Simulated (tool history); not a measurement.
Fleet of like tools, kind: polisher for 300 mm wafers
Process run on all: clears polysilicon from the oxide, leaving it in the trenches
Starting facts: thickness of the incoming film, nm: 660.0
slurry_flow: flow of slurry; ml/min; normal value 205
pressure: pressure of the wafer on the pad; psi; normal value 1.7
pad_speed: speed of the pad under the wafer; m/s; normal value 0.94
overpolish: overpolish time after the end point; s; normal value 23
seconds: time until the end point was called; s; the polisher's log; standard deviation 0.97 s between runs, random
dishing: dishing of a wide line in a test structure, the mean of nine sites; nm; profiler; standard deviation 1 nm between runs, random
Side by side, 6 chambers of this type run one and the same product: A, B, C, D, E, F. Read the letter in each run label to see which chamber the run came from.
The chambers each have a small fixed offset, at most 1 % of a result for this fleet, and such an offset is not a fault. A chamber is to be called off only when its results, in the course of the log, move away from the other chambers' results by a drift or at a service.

run     day  slurry_flow  pressure  pad_speed  overpolish  wafers polished on this pad  hours since the slurry nozzle was cleaned  hours since the head pressure was calibrated  seconds  dishing
 1B   0.362          205       1.7       0.94          23                          706                                      164.4                                          17.6   75.227   52.032
      0.633  -- chamber C: slurry nozzle cleaned
 2C   0.667          205       1.7       0.94          23                          280                                        0.9                                          96.6   76.933   49.940
 3F   1.096          205       1.7       0.94          23                          361                                      110.4                                         300.7   76.498   49.443
      1.121  -- chamber B: worn pad replaced by a new one
 4D   1.508          205       1.7       0.94          23                          467                                      324.7                                         137.6   78.499   49.631
 5E   1.712          205       1.7       0.94          23                          799                                      524.3                                         323.5   74.898   51.712
 6A   2.104          205       1.7       0.94          23                          945                                      597.3                                         176.4   74.504   50.124
 7C   2.425          205       1.7       0.94          23                          669                                       43.1                                         138.8   79.999   51.072
      2.450  -- chamber F: worn pad replaced by a new one
      2.538  -- chamber C: worn pad replaced by a new one
 8E   2.692          205       1.7       0.94          23                         1016                                      547.8                                         347.0   76.234   51.204
      3.012  -- chamber A: slurry nozzle cleaned
      3.062  -- chamber A: worn pad replaced by a new one
 9D   3.075          270       2.0       0.94          23                          814                                      362.3                                         175.2   62.598   51.362
10A   3.392          270       2.0       0.94          23                           73                                        9.2                                         207.3   62.127   53.489
      3.567  -- chamber E: head pressure recalibrated
11F   3.825          270       2.0       0.94          23                          305                                      175.9                                         366.2   62.847   49.919
      4.146  -- chamber E: worn pad replaced by a new one
12B   4.200          270       2.0       0.94          23                          682                                      256.5                                         109.7   62.170   51.633
13F   4.512          270       2.0       0.94          23                          458                                      192.4                                         382.7   65.048   52.019
      4.629  -- chamber B: worn pad replaced by a new one
14E   4.867          270       2.0       0.94          23                          160                                      600.0                                          31.3   63.613   51.764
      4.938  -- chamber F: worn pad replaced by a new one
      5.112  -- chamber F: slurry nozzle cleaned
15A   5.208          205       1.7       0.94          23                          475                                       52.8                                         250.9   78.064   52.019
      5.417  -- chamber C: worn pad replaced by a new one
16D   5.588          205       1.7       0.94          23                         1371                                      422.6                                         235.5   78.718   52.289
17C   6.021          205       1.7       0.94          23                          133                                      129.4                                         225.1   78.804   50.050
18B   6.325          205       1.7       0.94          23                          376                                      307.5                                         160.7   75.594   50.309
19C   6.554          205       1.7       0.94          23                          252                                      142.2                                         237.9   78.115   50.102
20B   6.867          145       1.7       0.94          23                          496                                      320.5                                         173.7   79.370   50.691
21E   7.250          145       1.7       0.94          23                          688                                      657.2                                          88.5   81.056   50.038
      7.279  -- chamber F: worn pad replaced by a new one
      7.471  -- chamber D: slurry nozzle cleaned
      7.483  -- chamber D: head pressure recalibrated
22D   7.483          145       1.7       0.94          23                         1792                                        0.4                                           0.1   81.842   49.377
23F   7.754          145       1.7       0.94          23                          105                                       63.5                                         460.5   80.216   49.699
24A   8.154          145       1.7       0.94          23                         1129                                      123.5                                         321.6   78.649   50.561
25A   8.462          145       1.7       0.94          23                         1197                                      130.9                                         329.0   79.672   49.021
      8.467  -- chamber C: worn pad replaced by a new one
      8.812  -- chamber B: worn pad replaced by a new one
26E   8.838          205       1.7       0.94          23                         1040                                      695.3                                         126.6   76.442   51.985
27C   9.071          205       1.7       0.94          23                          134                                      202.6                                         298.3   76.779   51.091
28D   9.342          205       1.7       0.94          23                         2203                                       45.0                                          44.7   79.256   49.771
      9.592  -- chamber A: worn pad replaced by a new one
29F   9.662          205       1.3       0.94          23                          529                                      109.3                                         506.3   99.058   47.056
30B   9.900          205       1.3       0.94          23                          241                                      393.3                                         246.5  102.150   50.009
31F  10.092          205       1.3       0.94          23                          624                                      119.6                                         516.6  101.730   49.917
     10.204  -- chamber F: worn pad replaced by a new one
32E  10.383          205       1.3       0.94          23                         1383                                      732.4                                         163.7   99.043   49.540
33C  10.675          205       1.3       0.94          23                          489                                      241.1                                         336.8  102.920   49.022
     10.812  -- chamber E: worn pad replaced by a new one
34D  11.012          205       1.3       0.94          23                         2574                                       85.1                                          84.8  101.430   46.486
35B  11.429          205       1.7       0.94          23                          580                                      430.0                                         283.2   74.463   50.707
     11.454  -- chamber C: worn pad replaced by a new one
36A  11.704          205       1.7       0.94          23                          469                                      208.7                                         406.8   77.733   50.002
37B  11.900          205       1.7       0.94          23                          685                                      441.3                                         294.5   76.578   51.312
38F  12.275          205       1.7       0.94          23                          459                                      172.0                                         569.0   77.345   51.699
39D  12.704          140       1.7       0.94          10                         2949                                      125.7                                         125.4   86.835   40.518
40C  13.129          140       1.7       0.94          10                          371                                      300.0                                         395.7   82.788   39.427
     13.262  -- chamber E: slurry nozzle cleaned
41E  13.325          140       1.7       0.94          10                          557                                        1.5                                         234.3   80.784   40.707

Which is it: a chamber that has drifted or been left off by a service, a gauge drift common to all chambers, or only each chamber's usual small offset? If a chamber is off, name it and its likeliest cause.

It is chamber D that slowly wanders off from its peers.
Cause: removal rate lost through wear of the pad, % = 7.1.

Here are 4 candidates for chamber D's next run, each the usual settings with a change, their results left as question marks. Which one brings its results back in line with what the others give on the usual settings?
In line here means within this much of the mean the other chambers give on the usual settings: seconds 3.400 s; dishing 3.600 nm
42D-1  13.642          205       1.6       0.86          21                                                                                                                              ?        ?
42D-2  13.642          205       1.8       0.96          25                                                                                                                              ?        ?
42D-3  13.642          205       1.8       1.02          32                                                                                                                              ?        ?
42D-4  13.642          205       1.6       0.92          22                                                                                                                              ?        ?

Average result of the remaining chambers running the usual settings: seconds 76.720 s; dishing 50.753 nm
  run  seconds  dishing
42D-1   94.987   48.046
42D-2   75.813   50.431
42D-3   71.402   51.066
42D-4   88.866   48.951
It is 42D-2 that realigns the chamber with its peers.

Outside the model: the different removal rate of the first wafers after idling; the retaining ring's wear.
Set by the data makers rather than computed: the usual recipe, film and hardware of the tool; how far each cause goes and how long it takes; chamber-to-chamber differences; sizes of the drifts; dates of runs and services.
